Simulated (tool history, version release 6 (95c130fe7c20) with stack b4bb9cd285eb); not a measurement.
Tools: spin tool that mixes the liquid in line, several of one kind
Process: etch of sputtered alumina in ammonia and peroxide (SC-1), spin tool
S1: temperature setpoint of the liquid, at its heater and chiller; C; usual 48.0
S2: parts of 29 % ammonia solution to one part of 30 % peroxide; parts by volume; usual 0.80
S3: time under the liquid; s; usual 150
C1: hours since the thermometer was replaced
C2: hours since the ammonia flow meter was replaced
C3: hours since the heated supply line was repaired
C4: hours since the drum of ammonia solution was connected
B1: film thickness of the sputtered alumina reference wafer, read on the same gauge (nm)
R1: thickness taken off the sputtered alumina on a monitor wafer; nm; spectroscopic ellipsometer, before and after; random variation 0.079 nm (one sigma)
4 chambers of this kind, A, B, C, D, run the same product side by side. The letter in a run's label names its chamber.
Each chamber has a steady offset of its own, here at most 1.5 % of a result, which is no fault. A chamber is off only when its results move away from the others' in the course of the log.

run 1D hour=7.6 | S1=48.0 S2=0.80 S3=150 | C1=1059.0 C2=43.0 C3=1592.9 C4=769.5 | B1=90.011 | R1=8.7794
-- hour=15.3 chamber D: new drum of ammonia solution connected
run 2A hour=15.6 | S1=48.0 S2=0.80 S3=150 | C1=536.6 C2=288.8 C3=148.1 C4=77.8 | B1=90.014 | R1=8.7520
run 3C hour=24.8 | S1=48.0 S2=0.80 S3=150 | C1=1591.9 C2=1608.5 C3=1245.1 C4=354.0 | B1=89.931 | R1=8.9707
run 4B hour=30.6 | S1=48.0 S2=0.80 S3=150 | C1=734.9 C2=47.3 C3=147.8 C4=346.3 | B1=89.953 | R1=8.7195
run 5D hour=38.6 | S1=48.0 S2=0.80 S3=150 | C1=1090.0 C2=74.0 C3=1623.9 C4=23.4 | B1=90.013 | R1=8.7586
run 6C hour=46.4 | S1=48.0 S2=0.80 S3=150 | C1=1613.5 C2=1630.1 C3=1266.7 C4=375.6 | B1=89.989 | R1=8.8834
run 7B hour=51.5 | S1=48.0 S2=0.80 S3=150 | C1=755.8 C2=68.2 C3=168.7 C4=367.2 | B1=90.004 | R1=8.5862
run 8A hour=62.5 | S1=48.0 S2=1.15 S3=150 | C1=583.5 C2=335.7 C3=195.0 C4=124.7 | B1=89.993 | R1=9.0290
run 9D hour=69.4 | S1=48.0 S2=1.15 S3=150 | C1=1120.8 C2=104.8 C3=1654.7 C4=54.2 | B1=89.993 | R1=8.9889
run 10C hour=75.4 | S1=48.0 S2=1.15 S3=150 | C1=1642.5 C2=1659.1 C3=1295.7 C4=404.6 | B1=90.038 | R1=9.3409
run 11B hour=86.0 | S1=48.0 S2=1.15 S3=150 | C1=790.3 C2=102.7 C3=203.2 C4=401.7 | B1=89.989 | R1=8.9091
run 12A hour=92.7 | S1=48.0 S2=0.80 S3=150 | C1=613.7 C2=365.9 C3=225.2 C4=154.9 | B1=90.075 | R1=8.8843
-- hour=92.9 chamber A: thermometer replaced
run 13B hour=97.5 | S1=48.0 S2=0.80 S3=150 | C1=801.8 C2=114.2 C3=214.7 C4=413.2 | B1=90.023 | R1=8.7162
-- hour=101.1 chamber C: ammonia flow meter replaced
run 14A hour=104.7 | S1=48.0 S2=0.80 S3=150 | C1=11.9 C2=377.9 C3=237.2 C4=166.9 | B1=89.954 | R1=8.8282
run 15D hour=112.5 | S1=40.0 S2=0.80 S3=85 | C1=1163.9 C2=147.9 C3=1697.8 C4=97.3 | B1=89.965 | R1=3.1724
run 16C hour=122.9 | S1=40.0 S2=0.80 S3=85 | C1=1690.0 C2=21.9 C3=1343.2 C4=452.1 | B1=89.944 | R1=3.3570
run 17A hour=134.0 | S1=40.0 S2=0.80 S3=85 | C1=41.2 C2=407.2 C3=266.5 C4=196.2 | B1=89.984 | R1=3.1550
run 18B hour=142.9 | S1=40.0 S2=0.80 S3=85 | C1=847.2 C2=159.6 C3=260.1 C4=458.6 | B1=89.946 | R1=3.1141
-- hour=149.1 chamber C: new drum of ammonia solution connected
run 19D hour=152.5 | S1=48.0 S2=0.80 S3=150 | C1=1203.9 C2=187.9 C3=1737.8 C4=137.3 | B1=90.013 | R1=8.6815
run 20C hour=161.5 | S1=38.5 S2=0.55 S3=150 | C1=1728.6 C2=60.5 C3=1381.8 C4=12.5 | B1=90.029 | R1=5.2944
run 21B hour=168.8 | S1=38.5 S2=0.55 S3=150 | C1=873.1 C2=185.5 C3=286.0 C4=484.5 | B1=89.996 | R1=4.7925
run 22A hour=173.8 | S1=38.5 S2=0.55 S3=150 | C1=81.0 C2=447.0 C3=306.3 C4=236.0 | B1=89.994 | R1=4.8316
run 23D hour=183.7 | S1=38.5 S2=0.55 S3=150 | C1=1235.1 C2=219.1 C3=1769.0 C4=168.5 | B1=90.050 | R1=4.8259
run 24C hour=191.5 | S1=48.0 S2=0.80 S3=150 | C1=1758.6 C2=90.5 C3=1411.8 C4=42.5 | B1=90.065 | R1=9.7284
-- hour=191.6 chamber D: thermometer replaced
run 25B hour=200.3 | S1=48.0 S2=0.80 S3=150 | C1=904.6 C2=217.0 C3=317.5 C4=516.0 | B1=90.013 | R1=8.7021
run 26A hour=210.2 | S1=48.0 S2=0.80 S3=150 | C1=117.4 C2=483.4 C3=342.7 C4=272.4 | B1=90.025 | R1=8.6340
run 27C hour=216.3 | S1=48.0 S2=0.80 S3=150 | C1=1783.4 C2=115.3 C3=1436.6 C4=67.3 | B1=90.022 | R1=9.9308
run 28D hour=226.0 | S1=48.0 S2=0.80 S3=150 | C1=34.4 C2=261.4 C3=1811.3 C4=210.8 | B1=89.997 | R1=8.7731

Is one chamber off against the others, does the gauge drift, or is nothing wrong? If a chamber is off, say which, and what the likeliest cause is.

Chamber C drifts away from the others.
Cause: liquid hotter than its thermometer reads (K) = 2.31.

Here are 4 candidates for chamber C's next run, each the usual settings with a change, their results left as question marks. Which one brings its results back in line with what the others give on the usual settings?
In line means no further than this from the other chambers' mean on the usual settings: R1 0.2700 nm
run 29C-1 hour=234.0 | S1=45.5 S2=0.80 S3=150 | R1=?
run 29C-2 hour=234.0 | S1=50.5 S2=0.80 S3=150 | R1=?
run 29C-3 hour=234.0 | S1=44.0 S2=0.80 S3=150 | R1=?
run 29C-4 hour=234.0 | S1=48.0 S2=0.80 S3=190 | R1=?

The other chambers' mean on the usual settings: R1 8.7121 nm
run=29C-1 R1=8.7434
run=29C-2 R1=11.5170
run=29C-3 R1=8.0373
run=29C-4 R1=12.7260
29C-1 brings the chamber back in line.
